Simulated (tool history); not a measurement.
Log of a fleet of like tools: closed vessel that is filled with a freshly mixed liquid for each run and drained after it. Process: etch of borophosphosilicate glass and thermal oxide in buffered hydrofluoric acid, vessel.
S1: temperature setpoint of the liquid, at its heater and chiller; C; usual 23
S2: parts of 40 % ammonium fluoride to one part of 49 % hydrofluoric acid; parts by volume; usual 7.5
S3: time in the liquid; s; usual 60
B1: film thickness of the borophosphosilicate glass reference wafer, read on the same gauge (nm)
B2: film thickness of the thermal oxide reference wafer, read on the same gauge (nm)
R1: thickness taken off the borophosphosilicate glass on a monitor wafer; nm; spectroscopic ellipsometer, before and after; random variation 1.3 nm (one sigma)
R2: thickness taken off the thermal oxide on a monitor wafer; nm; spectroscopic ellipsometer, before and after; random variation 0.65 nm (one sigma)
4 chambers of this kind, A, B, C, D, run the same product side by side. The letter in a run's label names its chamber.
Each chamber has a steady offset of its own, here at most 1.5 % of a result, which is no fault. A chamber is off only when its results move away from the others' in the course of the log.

run 1D hour=3.6 | S1=23 S2=7.5 S3=60 | B1=60.002 B2=79.997 | R1=153.39 R2=86.279
run 2B hour=7.2 | S1=23 S2=7.5 S3=60 | B1=60.026 B2=80.01 | R1=151.71 R2=85.697
run 3A hour=12.2 | S1=23 S2=7.5 S3=60 | B1=59.988 B2=79.998 | R1=154.63 R2=85.335
run 4C hour=17.1 | S1=23 S2=7.5 S3=60 | B1=59.996 B2=79.995 | R1=154.06 R2=85.974
run 5D hour=21.4 | S1=23 S2=7.5 S3=60 | B1=60.021 B2=79.976 | R1=152.49 R2=85.19
run 6B hour=24.3 | S1=23 S2=7.5 S3=60 | B1=60.011 B2=79.976 | R1=154.12 R2=85.288
run 7C hour=29.7 | S1=23 S2=7.5 S3=60 | B1=59.999 B2=80.008 | R1=153.26 R2=86.868
run 8A hour=33.8 | S1=23 S2=7.5 S3=60 | B1=59.977 B2=80.021 | R1=154.62 R2=86.718
run 9B hour=38.2 | S1=23 S2=7.5 S3=60 | B1=60.006 B2=79.98 | R1=156.59 R2=84.545
run 10D hour=41 | S1=18.5 S2=7.5 S3=60 | B1=59.994 B2=80.023 | R1=120.46 R2=66.304
run 11A hour=47 | S1=18.5 S2=7.5 S3=60 | B1=60.017 B2=80.025 | R1=120.4 R2=67.874
run 12C hour=50.6 | S1=18.5 S2=7.5 S3=60 | B1=60.003 B2=79.974 | R1=121.6 R2=66.278
run 13C hour=54.6 | S1=18.5 S2=7.5 S3=60 | B1=60.041 B2=80.018 | R1=118.04 R2=67.307
run 14A hour=57.4 | S1=23 S2=7.5 S3=60 | B1=60.009 B2=80.02 | R1=152.35 R2=86.002
run 15D hour=62.9 | S1=23 S2=7.5 S3=60 | B1=60.013 B2=80.005 | R1=151.14 R2=85.868
run 16B hour=67.2 | S1=23 S2=7.5 S3=60 | B1=60.012 B2=80.018 | R1=152.16 R2=83.633
run 17D hour=71.4 | S1=23 S2=7.5 S3=60 | B1=59.993 B2=80.012 | R1=152.65 R2=86.234
run 18B hour=74.8 | S1=23 S2=7.5 S3=60 | B1=59.993 B2=79.993 | R1=154.19 R2=85.118
run 19C hour=79.6 | S1=23 S2=7.5 S3=60 | B1=60.008 B2=80.021 | R1=152.77 R2=86.634
run 20A hour=85.2 | S1=23 S2=7.5 S3=60 | B1=59.966 B2=79.979 | R1=151.17 R2=86.648
run 21A hour=88 | S1=23 S2=7.5 S3=60 | B1=60.015 B2=80.012 | R1=152.99 R2=85.387
run 22C hour=93.1 | S1=23 S2=7.5 S3=75 | B1=60.028 B2=80.03 | R1=189.28 R2=109.01
run 23D hour=97.4 | S1=23 S2=7.5 S3=75 | B1=59.965 B2=80.03 | R1=191.37 R2=107.24
run 24B hour=101.8 | S1=23 S2=7.5 S3=75 | B1=59.999 B2=79.992 | R1=191.64 R2=106.6
run 25A hour=106.6 | S1=23 S2=7.5 S3=75 | B1=59.979 B2=80.019 | R1=191.14 R2=106.1
run 26B hour=111.6 | S1=23 S2=7.5 S3=60 | B1=60.054 B2=80.015 | R1=153.79 R2=85.176
run 27C hour=116.1 | S1=23 S2=7.5 S3=60 | B1=60 B2=79.999 | R1=155.1 R2=86.633
run 28D hour=120.1 | S1=23 S2=7.5 S3=60 | B1=60.007 B2=80.024 | R1=152.95 R2=85.413
run 29D hour=123.9 | S1=23 S2=7.5 S3=60 | B1=59.957 B2=80.03 | R1=150.89 R2=84.928
run 30B hour=129.5 | S1=23 S2=7.5 S3=60 | B1=59.986 B2=80 | R1=153.46 R2=85.828
run 31C hour=133.1 | S1=23 S2=7.5 S3=60 | B1=60 B2=80.002 | R1=153.34 R2=86.951

All 4 chambers run these settings next. Forecast each chamber's results:
run 32A hour=137.5 | S1=23 S2=7.5 S3=60 | R1=? R2=?
run 32B hour=137.5 | S1=23 S2=7.5 S3=60 | R1=? R2=?
run 32C hour=137.5 | S1=23 S2=7.5 S3=60 | R1=? R2=?
run 32D hour=137.5 | S1=23 S2=7.5 S3=60 | R1=? R2=?

run=32A R1=153.39 R2=85.136
run=32B R1=153.3 R2=84.551
run=32C R1=154.74 R2=86.756
run=32D R1=154.12 R2=85.955

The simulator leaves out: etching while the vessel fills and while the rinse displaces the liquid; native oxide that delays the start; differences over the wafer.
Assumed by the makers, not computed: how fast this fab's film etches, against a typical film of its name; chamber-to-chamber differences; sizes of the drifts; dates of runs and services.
